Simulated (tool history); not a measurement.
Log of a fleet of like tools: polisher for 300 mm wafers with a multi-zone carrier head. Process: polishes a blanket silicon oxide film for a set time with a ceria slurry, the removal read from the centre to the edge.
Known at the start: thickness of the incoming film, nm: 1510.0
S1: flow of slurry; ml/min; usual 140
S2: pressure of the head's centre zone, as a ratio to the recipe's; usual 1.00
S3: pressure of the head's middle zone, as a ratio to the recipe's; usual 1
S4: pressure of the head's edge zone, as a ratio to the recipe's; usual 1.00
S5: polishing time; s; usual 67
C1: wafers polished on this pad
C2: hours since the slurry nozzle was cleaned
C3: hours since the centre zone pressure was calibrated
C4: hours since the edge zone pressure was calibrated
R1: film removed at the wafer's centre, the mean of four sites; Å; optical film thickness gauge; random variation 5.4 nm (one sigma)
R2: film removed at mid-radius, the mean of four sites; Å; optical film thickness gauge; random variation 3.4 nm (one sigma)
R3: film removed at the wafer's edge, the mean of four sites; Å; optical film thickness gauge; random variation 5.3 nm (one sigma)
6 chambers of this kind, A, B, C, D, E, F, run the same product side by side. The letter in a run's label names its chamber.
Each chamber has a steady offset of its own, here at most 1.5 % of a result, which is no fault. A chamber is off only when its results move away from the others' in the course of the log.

run   hour   S1    S2  S3    S4  S5    C1     C2      C3      C4      R1      R2      R3
       0.4  -- chamber A: worn pad replaced by a new one
 1D   10.9  140  1.00   1  1.00  67   146  262.2   327.5   348.2  3731.9  3674.8  3689.3
 2F   20.8  140  1.00   1  1.00  67   315  221.8   268.1   781.4  3763.5  3663.7  3734.8
 3C   27.7  140  1.00   1  1.00  67   535  411.6   666.7   107.4  3696.0  3761.8  3787.3
 4B   39.9  140  1.00   1  1.00  67   511  118.4   137.2   310.4  3741.1  3648.7  3789.0
      45.4  -- chamber E: edge zone pressure recalibrated
 5E   47.0  140  1.00   1  1.00  67  1149  341.6   503.1     1.6  3671.7  3729.9  3729.7
 6A   56.3  140  1.00   1  1.00  67   395  285.3  1204.2   116.3  3667.6  3706.2  3682.7
      60.5  -- chamber D: worn pad replaced by a new one
 7F   66.5  140  1.00   1  1.00  67   638  267.5   313.8   827.1  3688.6  3636.0  3703.8
 8E   76.1  100  1.00   1  1.00  67  1355  370.7   532.2    30.7  3396.1  3437.4  3453.4
 9D   85.9  100  1.00   1  1.00  67   180  337.2   402.5   423.2  3358.5  3394.9  3414.4
10C   92.9  100  1.00   1  1.00  67   996  476.8   731.9   172.6  3413.8  3438.1  3492.1
     101.4  -- chamber B: worn pad replaced by a new one
     105.0  -- chamber C: worn pad replaced by a new one
11A  105.1  100  1.00   1  1.00  67   740  334.1  1253.0   165.1  3329.5  3471.9  3511.8
     110.3  -- chamber E: worn pad replaced by a new one
     110.4  -- chamber B: slurry nozzle cleaned
12B  113.3  100  1.00   1  1.00  67    84    2.9   210.6   383.8  3345.7  3402.5  3590.9
     116.0  -- chamber A: worn pad replaced by a new one
13C  120.1  100  1.00   1  1.00  67   107  504.0   759.1   199.8  3430.0  3389.9  3514.1
     127.0  -- chamber A: centre zone pressure recalibrated
14B  129.7  140  1.00   1  1.00  67   200   19.3   227.0   400.2  3652.0  3748.2  3753.0
     132.2  -- chamber D: worn pad replaced by a new one
15F  141.2  140  1.00   1  1.00  67  1166  342.2   388.5   901.8  3577.0  3533.9  3659.0
     145.6  -- chamber F: worn pad replaced by a new one
16A  148.7  140  1.00   1  1.00  67   231  377.7    21.7   208.7  3640.8  3618.4  3700.5
17E  155.8  140  1.00   1  1.00  67   322  450.4   611.9   110.4  3757.9  3705.8  3665.4
18D  162.3  140  1.00   1  1.00  67   213  413.6   478.9   499.6  3697.3  3758.9  3671.6
19B  172.1  140  1.00   1  0.91  74   500   61.7   269.4   442.6  4147.5  4107.6  3961.2
20D  179.7  140  1.00   1  0.91  74   336  431.0   496.3   517.0  4002.4  4131.7  3868.6
     180.8  -- chamber E: centre zone pressure recalibrated
     188.8  -- chamber F: centre zone pressure recalibrated
21A  191.5  140  1.00   1  0.91  74   534  420.5    64.5   251.5  4116.6  4141.9  3834.3
     200.4  -- chamber D: worn pad replaced by a new one
22E  201.0  140  1.00   1  0.91  74   642  495.6    20.3   155.6  4129.8  4105.6  3929.1
23C  207.4  140  1.00   1  0.91  74   725  591.3   846.4   287.1  4052.0  4191.1  3977.4
24F  212.8  140  1.00   1  0.91  74   475  413.8    24.0   973.4  3867.7  3875.2  3830.3
25D  219.4  140  1.00   1  1.00  67   134  470.7   536.0   556.7  3682.3  3720.6  3597.5
26A  225.0  140  1.00   1  1.00  67   771  454.0    98.0   285.0  3542.5  3734.0  3727.6
     234.3  -- chamber D: slurry nozzle cleaned
27E  234.6  140  1.00   1  1.00  67   879  529.2    53.9   189.2  3699.6  3664.7  3726.9
     241.8  -- chamber B: worn pad replaced by a new one
28F  244.4  140  1.00   1  1.00  67   699  445.4    55.6  1005.0  3359.3  3438.3  3529.5
     247.6  -- chamber C: edge zone pressure recalibrated
29C  251.6  140  1.00   1  1.00  67  1037  635.5   890.6     4.0  3649.4  3777.3  3717.9
     257.7  -- chamber C: slurry nozzle cleaned
30B  260.8  140  1.00   1  1.00  67   135  150.4   358.1   531.3  3696.1  3658.8  3688.0
     266.8  -- chamber A: worn pad replaced by a new one
     269.0  -- chamber C: worn pad replaced by a new one
31A  269.6  140  1.00   1  1.00  67    20  498.6   142.6   329.6  3763.8  3794.7  3610.7
     273.6  -- chamber D: worn pad replaced by a new one
32E  275.6  140  1.00   1  1.00  67  1169  570.2    94.9   230.2  3709.6  3680.3  3735.8
33C  286.6  140  1.00   1  1.00  67   125   29.0   925.6    39.0  3675.3  3726.6  3776.8
34D  298.5  140  1.00   1  1.00  67   176   64.2   615.1   635.8  3729.9  3742.5  3644.2
35F  307.0  140  1.00   1  1.00  67  1141  508.0   118.2  1067.6  3276.6  3348.8  3441.9
     315.0  -- chamber B: centre zone pressure recalibrated
36B  318.3  140  0.95   1  1.00  85   541  207.9     3.3   588.8  4508.3  4738.3  4848.3
     324.3  -- chamber B: slurry nozzle cleaned
     324.4  -- chamber F: worn pad replaced by a new one
37B  328.2  140  0.95   1  1.00  85   611    3.9    13.2   598.7  4322.4  4663.7  4844.8
38C  336.6  140  0.95   1  1.00  85   478   79.0   975.6    89.0  4467.6  4735.0  4727.3
39F  344.1  140  0.95   1  1.00  85   139  545.1   155.3  1104.7  3849.3  4183.2  4453.3

Is one chamber off against the others, does the gauge drift, or is nothing wrong? If a chamber is off, say which, and what the likeliest cause is.

Chamber F drifts away from the others.
Cause: slurry flow missing at the pad, % = 38.

Here are 4 candidates for chamber F's next run, each the usual settings with a change, their results left as question marks. Which one brings its results back in line with what the others give on the usual settings?
In line means no further than this from the other chambers' mean on the usual settings: R1 190.0 Å; R2 120.0 Å; R3 190.0 Å
40F-1  353.0  120  0.96  0.95  1.04  60                   ?   ?   ?
40F-2  353.0  155  1.03  1.03  0.97  72                   ?   ?   ?
40F-3  353.0  125  0.97  0.97  1.03  62                   ?   ?   ?
40F-4  353.0  160  1.05  1.06  0.95  75                   ?   ?   ?

The other chambers' mean on the usual settings: R1 3701.6 Å; R2 3710.4 Å; R3 3712.4 Å
  run      R1      R2      R3
40F-1  2620.2  2628.0  3031.7
40F-2  3752.4  3694.1  3701.3
40F-3  2787.6  2809.0  3145.4
40F-4  4034.6  3986.3  3835.8
40F-2 brings the chamber back in line.

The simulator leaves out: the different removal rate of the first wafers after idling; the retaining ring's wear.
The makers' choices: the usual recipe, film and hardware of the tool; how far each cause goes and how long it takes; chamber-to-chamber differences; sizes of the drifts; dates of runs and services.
